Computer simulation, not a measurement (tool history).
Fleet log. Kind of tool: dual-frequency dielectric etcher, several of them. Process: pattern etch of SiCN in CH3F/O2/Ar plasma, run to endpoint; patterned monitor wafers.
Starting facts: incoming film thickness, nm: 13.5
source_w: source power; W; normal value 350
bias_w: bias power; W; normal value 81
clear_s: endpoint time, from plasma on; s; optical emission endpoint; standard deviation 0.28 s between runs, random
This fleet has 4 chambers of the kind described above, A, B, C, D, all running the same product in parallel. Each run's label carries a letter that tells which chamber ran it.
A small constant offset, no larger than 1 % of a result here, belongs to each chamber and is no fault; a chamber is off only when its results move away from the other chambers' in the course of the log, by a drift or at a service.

run,day,source_w,bias_w,clear_s
1B,0.246,350,81,36.378
2C,0.608,350,81,36.036
3A,0.971,350,81,36.566
4D,1.417,350,81,35.568
5B,1.692,350,81,36.376
6D,2.008,350,81,35.797
7A,2.362,350,81,36.226
8C,2.650,350,81,35.917
9A,2.896,350,81,35.804
10D,3.312,350,81,35.939
# day 3.446: chamber B: bias power generator calibrated
11B,3.546,350,81,36.739
12C,3.850,350,70,38.724
13B,4.088,350,70,37.548
14C,4.379,350,70,38.883
15A,4.629,350,70,38.105
16D,5.104,350,81,35.337
17B,5.438,350,81,35.937
18C,5.725,350,81,35.669
19D,6.125,350,81,35.958
20A,6.588,350,81,35.905
21A,6.925,350,100,33.783
22B,7.329,350,100,33.791
23C,7.562,350,100,33.743
24D,7.800,350,100,32.346
25C,8.054,350,81,37.011
26D,8.288,350,81,35.615
27A,8.683,350,81,36.115
28B,8.921,350,90,34.887
29C,9.229,350,90,34.713
# day 9.442: chamber B: wet clean of the chamber
30A,9.450,350,90,35.125
# day 9.492: chamber A: wet clean of the chamber
31D,9.804,350,90,33.655
32B,10.162,350,81,35.878
33D,10.492,350,81,34.984
34B,10.858,280,81,39.202
35C,11.242,280,81,39.620
36A,11.629,280,81,39.792
37D,11.871,280,81,37.443
38B,12.088,430,69,35.650
# day 12.271: chamber C: wet clean of the chamber
39C,12.400,430,69,35.081

One chamber off, gauge drift, or nothing amiss beyond the chambers' own small offsets? If it is a chamber, which one, and what is the likeliest cause?

One chamber, D, drifts off from the rest bit by bit.
Most likely cause: etch rate over this chamber's usual, % = 4.3.

Here are 4 candidates for chamber D's next run, each the usual settings with a change, their results left as question marks. Which one brings its results back in line with what the others give on the usual settings?
In-line tolerance around the mean of the other chambers on the usual settings: clear_s 0.990 s
40D-1,12.742,310,72,?
40D-2,12.742,350,102,?
40D-3,12.742,370,86,?
40D-4,12.742,350,71,?

The other chambers' mean on the usual settings: clear_s 36.115 s
run,clear_s
40D-1,37.642
40D-2,31.635
40D-3,33.026
40D-4,36.137
40D-4 puts the chamber back in line with the other chambers.
